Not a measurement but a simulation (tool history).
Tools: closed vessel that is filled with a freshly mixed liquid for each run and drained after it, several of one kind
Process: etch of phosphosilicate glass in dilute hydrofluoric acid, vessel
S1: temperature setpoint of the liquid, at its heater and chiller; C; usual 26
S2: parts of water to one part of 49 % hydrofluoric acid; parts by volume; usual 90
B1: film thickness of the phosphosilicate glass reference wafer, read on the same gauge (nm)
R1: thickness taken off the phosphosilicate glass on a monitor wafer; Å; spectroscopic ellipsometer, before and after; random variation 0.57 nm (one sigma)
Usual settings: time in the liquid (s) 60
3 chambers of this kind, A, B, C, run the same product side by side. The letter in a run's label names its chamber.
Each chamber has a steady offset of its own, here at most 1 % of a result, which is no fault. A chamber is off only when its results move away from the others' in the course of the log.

Run 1A, hour 12.6: usual settings; B1 119.93. Result: R1 645.01 Å.
Run 2C, hour 25.5: usual settings; B1 119.99. Result: R1 649.67 Å.
Run 3B, hour 38.1: usual settings; B1 119.99. Result: R1 627.47 Å.
Run 4A, hour 51.1: usual settings; B1 120.02. Result: R1 633.81 Å.
Run 5C, hour 59: usual settings; B1 120.01. Result: R1 651.89 Å.
Run 6B, hour 66.8: usual settings; B1 119.99. Result: R1 630.19 Å.
Run 7C, hour 77.7: usual settings; B1 119.99. Result: R1 648.79 Å.
Run 8B, hour 85.1: usual settings but S1 22.5 C, S2 115 parts by volume; B1 120.03. Result: R1 427.41 Å.
Run 9A, hour 92.5: usual settings but S1 22.5 C, S2 115 parts by volume; B1 119.99. Result: R1 422.34 Å.
Run 10B, hour 104.6: usual settings but S1 22.5 C, S2 115 parts by volume; B1 120. Result: R1 424.84 Å.
Run 11C, hour 115.1: usual settings; B1 120. Result: R1 631.62 Å.
Run 12A, hour 123.9: usual settings; B1 120.04. Result: R1 641.85 Å.
Run 13B, hour 131.4: usual settings; B1 119.99. Result: R1 640.55 Å.
Run 14C, hour 144.8: usual settings; B1 119.97. Result: R1 642.67 Å.
Run 15A, hour 153.8: usual settings but time in the liquid (s) 90; B1 120. Result: R1 955.48 Å.
Run 16A, hour 164.1: usual settings but time in the liquid (s) 90; B1 120. Result: R1 962.53 Å.
Run 17B, hour 171.3: usual settings but time in the liquid (s) 90; B1 119.95. Result: R1 985.56 Å.
Run 18C, hour 184.5: usual settings but S1 28.5 C; B1 120. Result: R1 707.14 Å.
Run 19A, hour 191.2: usual settings but S1 28.5 C; B1 120. Result: R1 713.19 Å.
Run 20C, hour 198.8: usual settings but S1 28.5 C; B1 119.98. Result: R1 710.98 Å.
Run 21B, hour 205: usual settings but S1 29.5 C, time in the liquid (s) 90; B1 120.02. Result: R1 1145.8 Å.
Run 22A, hour 214.9: usual settings but S1 29.5 C, time in the liquid (s) 90; B1 120.01. Result: R1 1091.6 Å.
Run 23B, hour 225.2: usual settings but S1 29.5 C, time in the liquid (s) 90; B1 120.01. Result: R1 1179.3 Å.
Run 24C, hour 233.6: usual settings; B1 120.01. Result: R1 645.76 Å.
Run 25B, hour 246.4: usual settings; B1 120.04. Result: R1 683.49 Å.
Run 26A, hour 256.7: usual settings; B1 120. Result: R1 645.38 Å.
Run 27C, hour 269.1: usual settings; B1 119.96. Result: R1 642.28 Å.
Run 28C, hour 278.7: usual settings; B1 120.01. Result: R1 648.66 Å.
Run 29A, hour 286.4: usual settings but S2 130 parts by volume; B1 119.99. Result: R1 426.03 Å.
Run 30B, hour 297.4: usual settings but S2 130 parts by volume; B1 120.01. Result: R1 453.86 Å.
Run 31C, hour 306.3: usual settings but S2 130 parts by volume; B1 119.96. Result: R1 419.43 Å.
Run 32A, hour 318.2: usual settings; B1 119.96. Result: R1 645.05 Å.
Run 33B, hour 331: usual settings; B1 119.99. Result: R1 712.8 Å.
Run 34C, hour 343.5: usual settings; B1 120.01. Result: R1 639.87 Å.
Run 35B, hour 355.7: usual settings; B1 119.96. Result: R1 712.13 Å.

Is one chamber off against the others, does the gauge drift, or is nothing wrong? If a chamber is off, say which, and what the likeliest cause is.

Chamber B drifts away from the others.
Cause: hydrofluoric acid flow above the setpoint (%) = 11.5.
The log may not tell that from: liquid hotter than its thermometer reads (K).

Here are 4 candidates for chamber B's next run, each the usual settings with a change, their results left as question marks. Which one brings its results back in line with what the others give on the usual settings?
In line means no further than this from the other chambers' mean on the usual settings: R1 20 Å
Run 36B-1, hour 365.5: usual settings but S1 27 C. Result: R1 ?.
Run 36B-2, hour 365.5: usual settings but S1 23 C. Result: R1 ?.
Run 36B-3, hour 365.5: usual settings but S1 26.5 C, time in the liquid (s) 65. Result: R1 ?.
Run 36B-4, hour 365.5: usual settings but S2 95 parts by volume. Result: R1 ?.

The other chambers' mean on the usual settings: R1 643.46 Å
  run      R1
36B-1  753.18
36B-2  640.57
36B-3  800.08
36B-4   681.9
36B-2 brings the chamber back in line.
